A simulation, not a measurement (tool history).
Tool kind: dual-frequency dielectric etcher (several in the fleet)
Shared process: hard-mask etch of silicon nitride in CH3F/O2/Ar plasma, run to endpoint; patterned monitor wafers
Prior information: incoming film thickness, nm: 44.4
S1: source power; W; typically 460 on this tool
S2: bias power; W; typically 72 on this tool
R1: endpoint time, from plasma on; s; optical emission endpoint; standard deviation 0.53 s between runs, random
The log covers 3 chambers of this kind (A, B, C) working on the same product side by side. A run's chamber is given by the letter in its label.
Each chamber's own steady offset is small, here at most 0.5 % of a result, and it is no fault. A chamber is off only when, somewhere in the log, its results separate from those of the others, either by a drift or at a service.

run	hour	S1	S2	R1
1B	9.5	460	72	60.41
2C	23.7	460	72	60.938
# hour 33.1: chamber A: wet clean of the chamber
# hour 37: chamber C: wet clean of the chamber
3A	39.5	460	72	60.894
4A	52.6	460	72	61.378
5C	65.3	460	72	60.056
6B	73.6	460	72	60.012
7C	81.5	460	72	61.156
8A	90.3	460	72	61.669
9B	99.2	460	72	61.572
10C	111.5	460	56	65.892
# hour 113.9: chamber B: wet clean of the chamber
11B	121.5	460	56	64.141
12A	134.2	460	56	67.765
13A	149.8	460	66	63.756
14C	160.1	460	66	62.71
15B	173.6	460	66	60.475
16C	183.4	460	72	59.899
17B	198.5	350	83	62.327
18A	206.4	350	83	64.669
19C	214.2	350	83	63.292
20B	221.7	460	72	58.421
21A	232.7	460	72	61.198
22C	243.2	460	72	61.489
23A	253.3	460	72	61.461
24B	261.6	460	72	58.082
25C	275	460	72	61.012
26B	289.3	460	72	58.755
27A	300.4	460	72	61.842
28A	307.5	550	72	57.652

Has any chamber moved away from the others, gradually or after a service, or does the common gauge drift, or do the chambers differ only by their own small steady offsets? State the chamber and the most likely cause if one applies.

The work done on chamber B during a service left it standing apart from the others.
Cause: etch rate over this chamber's usual, % = 5.01.

Which of the 4 candidates below, each the usual settings with something changed and its results left as question marks, puts chamber B back in line with what the other chambers give on the usual settings?
In line here means within this much of the mean the other chambers give on the usual settings: R1 1.8 s
29B-1	318.9	600	72	?
29B-2	318.9	390	63	?
29B-3	318.9	490	76	?
29B-4	318.9	430	68	?

The mean the other chambers reach with the usual settings: R1 60.946 s
run	R1
29B-1	52.429
29B-2	64.666
29B-3	55.601
29B-4	60.707
The right change is 29B-4: it brings the chamber back within the allowed miss of the others.

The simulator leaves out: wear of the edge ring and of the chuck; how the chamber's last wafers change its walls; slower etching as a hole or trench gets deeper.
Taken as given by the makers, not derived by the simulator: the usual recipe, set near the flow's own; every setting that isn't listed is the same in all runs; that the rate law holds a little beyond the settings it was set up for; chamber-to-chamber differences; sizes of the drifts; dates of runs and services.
